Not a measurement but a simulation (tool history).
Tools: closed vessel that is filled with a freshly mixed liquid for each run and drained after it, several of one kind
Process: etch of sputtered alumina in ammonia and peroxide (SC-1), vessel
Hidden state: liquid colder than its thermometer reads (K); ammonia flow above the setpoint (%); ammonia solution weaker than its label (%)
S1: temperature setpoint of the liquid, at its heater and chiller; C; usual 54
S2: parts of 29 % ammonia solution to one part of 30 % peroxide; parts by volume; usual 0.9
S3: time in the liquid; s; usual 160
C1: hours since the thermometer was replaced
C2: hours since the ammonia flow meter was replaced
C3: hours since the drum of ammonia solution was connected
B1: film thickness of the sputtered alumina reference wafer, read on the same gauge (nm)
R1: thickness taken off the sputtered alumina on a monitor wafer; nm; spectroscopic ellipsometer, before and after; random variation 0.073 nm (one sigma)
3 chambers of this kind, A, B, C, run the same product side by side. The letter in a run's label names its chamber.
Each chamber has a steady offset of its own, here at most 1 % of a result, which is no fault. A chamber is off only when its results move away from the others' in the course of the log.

run,hour,S1,S2,S3,C1,C2,C3,B1,R1
1A,12.7,54,0.9,160,784.8,120.2,519.1,29.992,20.266
2C,23.7,54,0.9,160,2031.1,192.8,209.9,29.998,20.296
3B,38.9,54,0.9,160,573.9,731.9,405.5,30.013,20.155
4B,47.3,54,0.9,160,582.3,740.3,413.9,30.004,20.255
5A,58.2,54,0.9,160,830.3,165.7,564.6,30.029,20.178
6C,67.0,54,0.9,160,2074.4,236.1,253.2,29.996,20.392
7C,74.2,54,0.9,160,2081.6,243.3,260.4,30.000,20.534
8A,83.8,54,0.9,160,855.9,191.3,590.2,30.007,20.174
9B,99.9,54,0.9,160,634.9,792.9,466.5,30.006,20.181
# hour 104.8: chamber A: new drum of ammonia solution connected
10B,107.0,54,1.2,160,642.0,800.0,473.6,29.998,20.688
11A,123.3,54,1.2,160,895.4,230.8,18.6,30.031,20.974
12C,131.4,54,1.2,160,2138.8,300.5,317.6,29.998,20.922
13A,143.9,54,0.9,160,916.0,251.4,39.2,29.987,20.342
14B,155.9,54,0.9,160,690.9,848.9,522.5,30.009,20.000
15C,163.9,54,0.9,160,2171.3,333.0,350.1,29.994,20.305
16B,171.6,54,0.9,160,706.6,864.6,538.2,30.017,20.101
# hour 181.4: chamber B: new drum of ammonia solution connected
17A,181.7,50,0.9,110,953.8,289.2,77.0,29.992,11.213
18C,191.7,50,0.9,110,2199.1,360.8,377.9,30.002,11.206
19C,202.2,50,0.9,110,2209.6,371.3,388.4,29.989,11.293
20A,218.2,54,0.9,160,990.3,325.7,113.5,30.010,20.207
21B,229.4,54,0.9,160,764.4,922.4,48.0,29.983,20.016
22B,238.3,54,0.9,160,773.3,931.3,56.9,30.000,19.968
23C,247.6,54,0.9,160,2255.0,416.7,433.8,30.007,20.406
24A,255.2,54,0.9,160,1027.3,362.7,150.5,30.001,20.286
25B,269.1,54,0.9,160,804.1,962.1,87.7,30.033,19.802
26C,285.0,54,0.9,160,2292.4,454.1,471.2,29.996,20.401
27A,292.4,54,0.9,160,1064.5,399.9,187.7,29.971,20.336
28B,300.5,54,0.9,160,835.5,993.5,119.1,30.005,19.876
29C,311.5,54,0.9,160,2318.9,480.6,497.7,29.980,20.426
30A,320.0,54,0.9,160,1092.1,427.5,215.3,29.996,20.413
31B,334.5,54,0.9,90,869.5,1027.5,153.1,30.012,11.153
32A,343.6,54,0.9,90,1115.7,451.1,238.9,30.027,11.401
33C,350.7,54,0.9,90,2358.1,519.8,536.9,30.012,11.391
34C,365.3,54,0.9,160,2372.7,534.4,551.5,30.027,20.315
35B,375.7,51,1.2,160,910.7,1068.7,194.3,29.995,17.307
36A,391.5,51,1.2,160,1163.6,499.0,286.8,29.992,17.663
37C,402.0,51,1.2,160,2409.4,571.1,588.2,30.008,17.812
38A,410.4,54,0.9,160,1182.5,517.9,305.7,30.015,20.249
39B,422.8,54,0.9,160,957.8,1115.8,241.4,29.987,19.663
40B,435.0,54,0.9,160,970.0,1128.0,253.6,30.015,19.631

Next, every chamber runs the same settings. What will each give?
41A,446.6,54,0.9,160,,,,,?
41B,446.6,54,0.9,160,,,,,?
41C,446.6,54,0.9,160,,,,,?

run,R1
41A,20.349
41B,19.777
41C,20.453

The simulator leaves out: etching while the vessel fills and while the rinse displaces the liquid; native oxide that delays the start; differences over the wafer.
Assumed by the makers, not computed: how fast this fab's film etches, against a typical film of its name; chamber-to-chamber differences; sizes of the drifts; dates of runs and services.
